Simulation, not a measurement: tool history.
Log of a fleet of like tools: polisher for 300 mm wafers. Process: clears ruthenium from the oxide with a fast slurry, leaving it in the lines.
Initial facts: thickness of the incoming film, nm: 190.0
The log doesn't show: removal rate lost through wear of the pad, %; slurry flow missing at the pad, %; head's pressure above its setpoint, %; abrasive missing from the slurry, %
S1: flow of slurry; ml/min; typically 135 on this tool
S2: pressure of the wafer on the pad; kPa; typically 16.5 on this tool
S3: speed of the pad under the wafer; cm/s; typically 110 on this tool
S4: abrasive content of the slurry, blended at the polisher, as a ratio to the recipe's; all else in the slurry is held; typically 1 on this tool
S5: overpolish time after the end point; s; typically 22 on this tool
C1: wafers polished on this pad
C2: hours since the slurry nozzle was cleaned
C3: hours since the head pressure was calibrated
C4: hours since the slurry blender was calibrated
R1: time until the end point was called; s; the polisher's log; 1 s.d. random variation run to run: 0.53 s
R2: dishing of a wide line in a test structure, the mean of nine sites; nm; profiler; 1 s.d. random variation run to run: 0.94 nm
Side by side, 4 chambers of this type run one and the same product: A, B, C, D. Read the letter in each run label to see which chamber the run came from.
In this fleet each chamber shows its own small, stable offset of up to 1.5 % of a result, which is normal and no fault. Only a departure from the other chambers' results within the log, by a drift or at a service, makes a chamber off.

{"run": "1C", "day": 0.112, "S1": 135, "S2": 16.5, "S3": 110, "S4": 1, "S5": 22, "C1": 815, "C2": 110.7, "C3": 189.8, "C4": 4.3, "R1": 53.354, "R2": 62.372}
{"run": "2B", "day": 0.296, "S1": 135, "S2": 16.5, "S3": 110, "S4": 1, "S5": 22, "C1": 695, "C2": 584.8, "C3": 643.8, "C4": 315.1, "R1": 53.697, "R2": 62.75}
{"run": "3D", "day": 0.388, "S1": 135, "S2": 16.5, "S3": 110, "S4": 1, "S5": 22, "C1": 371, "C2": 21.5, "C3": 697.5, "C4": 86.1, "R1": 53.202, "R2": 63.017}
{"run": "4A", "day": 0.575, "S1": 135, "S2": 16.5, "S3": 110, "S4": 1, "S5": 22, "C1": 323, "C2": 150, "C3": 590.9, "C4": 158.5, "R1": 53.145, "R2": 60.819}
{"run": "5C", "day": 0.667, "S1": 135, "S2": 16.5, "S3": 110, "S4": 1, "S5": 22, "C1": 906, "C2": 124, "C3": 203.1, "C4": 17.6, "R1": 53.033, "R2": 61.659}
{"run": "6A", "day": 0.862, "S1": 135, "S2": 16.5, "S3": 110, "S4": 1, "S5": 22, "C1": 370, "C2": 156.9, "C3": 597.8, "C4": 165.4, "R1": 53.44, "R2": 61.285}
{"day": 0.888, "done": "chamber B: slurry blender recalibrated"}
{"run": "7B", "day": 1.029, "S1": 135, "S2": 20.7, "S3": 130, "S4": 1, "S5": 22, "C1": 816, "C2": 602.4, "C3": 661.4, "C4": 3.4, "R1": 36.467, "R2": 86.88}
{"run": "8D", "day": 1.175, "S1": 135, "S2": 20.7, "S3": 130, "S4": 1, "S5": 22, "C1": 500, "C2": 40.4, "C3": 716.4, "C4": 105, "R1": 36.855, "R2": 85.311}
{"run": "9B", "day": 1.358, "S1": 135, "S2": 20.7, "S3": 130, "S4": 1, "S5": 22, "C1": 870, "C2": 610.3, "C3": 669.3, "C4": 11.3, "R1": 36.9, "R2": 86.048}
{"run": "10D", "day": 1.475, "S1": 135, "S2": 20.7, "S3": 130, "S4": 1, "S5": 22, "C1": 549, "C2": 47.6, "C3": 723.6, "C4": 112.2, "R1": 36.458, "R2": 84.556}
{"run": "11C", "day": 1.675, "S1": 135, "S2": 16.5, "S3": 110, "S4": 1, "S5": 22, "C1": 1071, "C2": 148.2, "C3": 227.3, "C4": 41.8, "R1": 54.001, "R2": 62.55}
{"run": "12A", "day": 1.858, "S1": 135, "S2": 16.5, "S3": 110, "S4": 1, "S5": 22, "C1": 534, "C2": 180.8, "C3": 621.7, "C4": 189.3, "R1": 52.645, "R2": 61.579}
{"run": "13A", "day": 2.012, "S1": 135, "S2": 16.5, "S3": 110, "S4": 1, "S5": 22, "C1": 559, "C2": 184.5, "C3": 625.4, "C4": 193, "R1": 52.526, "R2": 60.623}
{"day": 2.017, "done": "chamber B: head pressure recalibrated"}
{"run": "14B", "day": 2.146, "S1": 135, "S2": 16.5, "S3": 110, "S4": 1, "S5": 22, "C1": 999, "C2": 629.2, "C3": 3.1, "C4": 30.2, "R1": 54.044, "R2": 62.364}
{"run": "15D", "day": 2.238, "S1": 135, "S2": 16.5, "S3": 110, "S4": 1, "S5": 22, "C1": 675, "C2": 65.9, "C3": 741.9, "C4": 130.5, "R1": 53.508, "R2": 60.421}
{"run": "16C", "day": 2.421, "S1": 135, "S2": 16.5, "S3": 110, "S4": 1, "S5": 22, "C1": 1194, "C2": 166.1, "C3": 245.2, "C4": 59.7, "R1": 53.739, "R2": 62.249}
{"run": "17C", "day": 2.575, "S1": 135, "S2": 16.5, "S3": 110, "S4": 1, "S5": 22, "C1": 1219, "C2": 169.8, "C3": 248.9, "C4": 63.4, "R1": 53.152, "R2": 61.251}
{"day": 2.642, "done": "chamber A: worn pad replaced by a new one"}
{"run": "18D", "day": 2.692, "S1": 135, "S2": 16.5, "S3": 110, "S4": 1, "S5": 22, "C1": 749, "C2": 76.8, "C3": 752.8, "C4": 141.4, "R1": 53.615, "R2": 61.034}
{"run": "19B", "day": 2.788, "S1": 135, "S2": 16.5, "S3": 110, "S4": 1, "S5": 22, "C1": 1104, "C2": 644.6, "C3": 18.5, "C4": 45.6, "R1": 54.325, "R2": 62.061}
{"day": 2.938, "done": "chamber D: worn pad replaced by a new one"}
{"run": "20A", "day": 2.962, "S1": 135, "S2": 16.5, "S3": 110, "S4": 1, "S5": 22, "C1": 52, "C2": 207.3, "C3": 648.2, "C4": 215.8, "R1": 52.611, "R2": 61.348}
{"run": "21A", "day": 3.154, "S1": 135, "S2": 16.5, "S3": 96, "S4": 1, "S5": 9, "C1": 84, "C2": 211.9, "C3": 652.8, "C4": 220.4, "R1": 61.228, "R2": 24.38}
{"run": "22C", "day": 3.304, "S1": 135, "S2": 16.5, "S3": 96, "S4": 1, "S5": 9, "C1": 1339, "C2": 187.3, "C3": 266.4, "C4": 80.9, "R1": 62.293, "R2": 24.138}
{"run": "23D", "day": 3.429, "S1": 135, "S2": 16.5, "S3": 96, "S4": 1, "S5": 9, "C1": 81, "C2": 94.5, "C3": 770.5, "C4": 159.1, "R1": 62.699, "R2": 24.351}
{"run": "24B", "day": 3.583, "S1": 135, "S2": 16.5, "S3": 96, "S4": 1, "S5": 9, "C1": 1235, "C2": 663.7, "C3": 37.6, "C4": 64.7, "R1": 61.432, "R2": 23.886}
{"day": 3.592, "done": "chamber B: worn pad replaced by a new one"}
{"run": "25B", "day": 3.779, "S1": 135, "S2": 16.5, "S3": 110, "S4": 1, "S5": 22, "C1": 31, "C2": 668.4, "C3": 42.3, "C4": 69.4, "R1": 53.986, "R2": 61.212}
{"run": "26C", "day": 3.879, "S1": 135, "S2": 16.5, "S3": 110, "S4": 1, "S5": 22, "C1": 1433, "C2": 201.1, "C3": 280.2, "C4": 94.7, "R1": 53.979, "R2": 62.356}
{"run": "27A", "day": 4.029, "S1": 135, "S2": 16.5, "S3": 110, "S4": 1, "S5": 22, "C1": 227, "C2": 232.9, "C3": 673.8, "C4": 241.4, "R1": 52.848, "R2": 61.302}
{"run": "28D", "day": 4.212, "S1": 135, "S2": 16.5, "S3": 110, "S4": 1, "S5": 22, "C1": 209, "C2": 113.3, "C3": 789.3, "C4": 177.9, "R1": 53.533, "R2": 63.532}
{"day": 4.229, "done": "chamber C: worn pad replaced by a new one"}
{"run": "29C", "day": 4.342, "S1": 135, "S2": 16.5, "S3": 110, "S4": 1, "S5": 22, "C1": 18, "C2": 212.2, "C3": 291.3, "C4": 105.8, "R1": 53.742, "R2": 60.215}
{"run": "30A", "day": 4.542, "S1": 135, "S2": 16.5, "S3": 86, "S4": 1.1, "S5": 22, "C1": 312, "C2": 245.2, "C3": 686.1, "C4": 253.7, "R1": 66.531, "R2": 51.287}
{"day": 4.562, "done": "chamber B: slurry nozzle cleaned"}
{"run": "31D", "day": 4.688, "S1": 135, "S2": 16.5, "S3": 86, "S4": 1.1, "S5": 22, "C1": 287, "C2": 124.7, "C3": 800.7, "C4": 189.3, "R1": 65.599, "R2": 51.006}
{"run": "32B", "day": 4.817, "S1": 135, "S2": 16.5, "S3": 86, "S4": 1.1, "S5": 22, "C1": 201, "C2": 6.2, "C3": 67.2, "C4": 94.3, "R1": 66.203, "R2": 52.424}
{"day": 4.842, "done": "chamber A: head pressure recalibrated"}
{"run": "33B", "day": 4.979, "S1": 135, "S2": 16.5, "S3": 86, "S4": 1.1, "S5": 22, "C1": 228, "C2": 10.1, "C3": 71.1, "C4": 98.2, "R1": 67.694, "R2": 52.322}
{"run": "34D", "day": 5.167, "S1": 135, "S2": 16.5, "S3": 110, "S4": 1, "S5": 22, "C1": 366, "C2": 136.2, "C3": 812.2, "C4": 200.8, "R1": 53.692, "R2": 62.511}
{"run": "35C", "day": 5.254, "S1": 135, "S2": 16.5, "S3": 110, "S4": 1, "S5": 22, "C1": 168, "C2": 234.1, "C3": 313.2, "C4": 127.7, "R1": 53.663, "R2": 62.116}
{"run": "36A", "day": 5.371, "S1": 135, "S2": 16.5, "S3": 110, "S4": 1, "S5": 22, "C1": 448, "C2": 265.1, "C3": 12.8, "C4": 273.6, "R1": 53.114, "R2": 60.398}
{"run": "37D", "day": 5.5, "S1": 155, "S2": 16.5, "S3": 110, "S4": 1, "S5": 30, "C1": 421, "C2": 144.2, "C3": 820.2, "C4": 208.8, "R1": 52.089, "R2": 81.212}
{"run": "38A", "day": 5.617, "S1": 155, "S2": 16.5, "S3": 110, "S4": 1, "S5": 30, "C1": 488, "C2": 271, "C3": 18.7, "C4": 279.5, "R1": 51.458, "R2": 82.039}
{"run": "39C", "day": 5.767, "S1": 155, "S2": 16.5, "S3": 110, "S4": 1, "S5": 30, "C1": 252, "C2": 246.4, "C3": 325.5, "C4": 140, "R1": 52.527, "R2": 82.895}
{"run": "40B", "day": 5.883, "S1": 155, "S2": 16.5, "S3": 110, "S4": 1, "S5": 30, "C1": 376, "C2": 31.8, "C3": 92.8, "C4": 119.9, "R1": 52.274, "R2": 82.614}
{"run": "41D", "day": 6.088, "S1": 135, "S2": 16.5, "S3": 110, "S4": 1, "S5": 22, "C1": 517, "C2": 158.3, "C3": 834.3, "C4": 222.9, "R1": 53.803, "R2": 62.121}
{"run": "42A", "day": 6.183, "S1": 135, "S2": 16.5, "S3": 110, "S4": 1, "S5": 22, "C1": 581, "C2": 284.6, "C3": 32.3, "C4": 293.1, "R1": 52.571, "R2": 61.038}

Next, every chamber runs the same settings. What will each give?
{"run": "43A", "day": 6.329, "S1": 135, "S2": 16.5, "S3": 110, "S4": 1, "S5": 22, "R1": "?", "R2": "?"}
{"run": "43B", "day": 6.329, "S1": 135, "S2": 16.5, "S3": 110, "S4": 1, "S5": 22, "R1": "?", "R2": "?"}
{"run": "43C", "day": 6.329, "S1": 135, "S2": 16.5, "S3": 110, "S4": 1, "S5": 22, "R1": "?", "R2": "?"}
{"run": "43D", "day": 6.329, "S1": 135, "S2": 16.5, "S3": 110, "S4": 1, "S5": 22, "R1": "?", "R2": "?"}

run=43A R1=52.161 R2=60.561
run=43B R1=54.407 R2=61.737
run=43C R1=54.539 R2=62.353
run=43D R1=54.689 R2=62.133
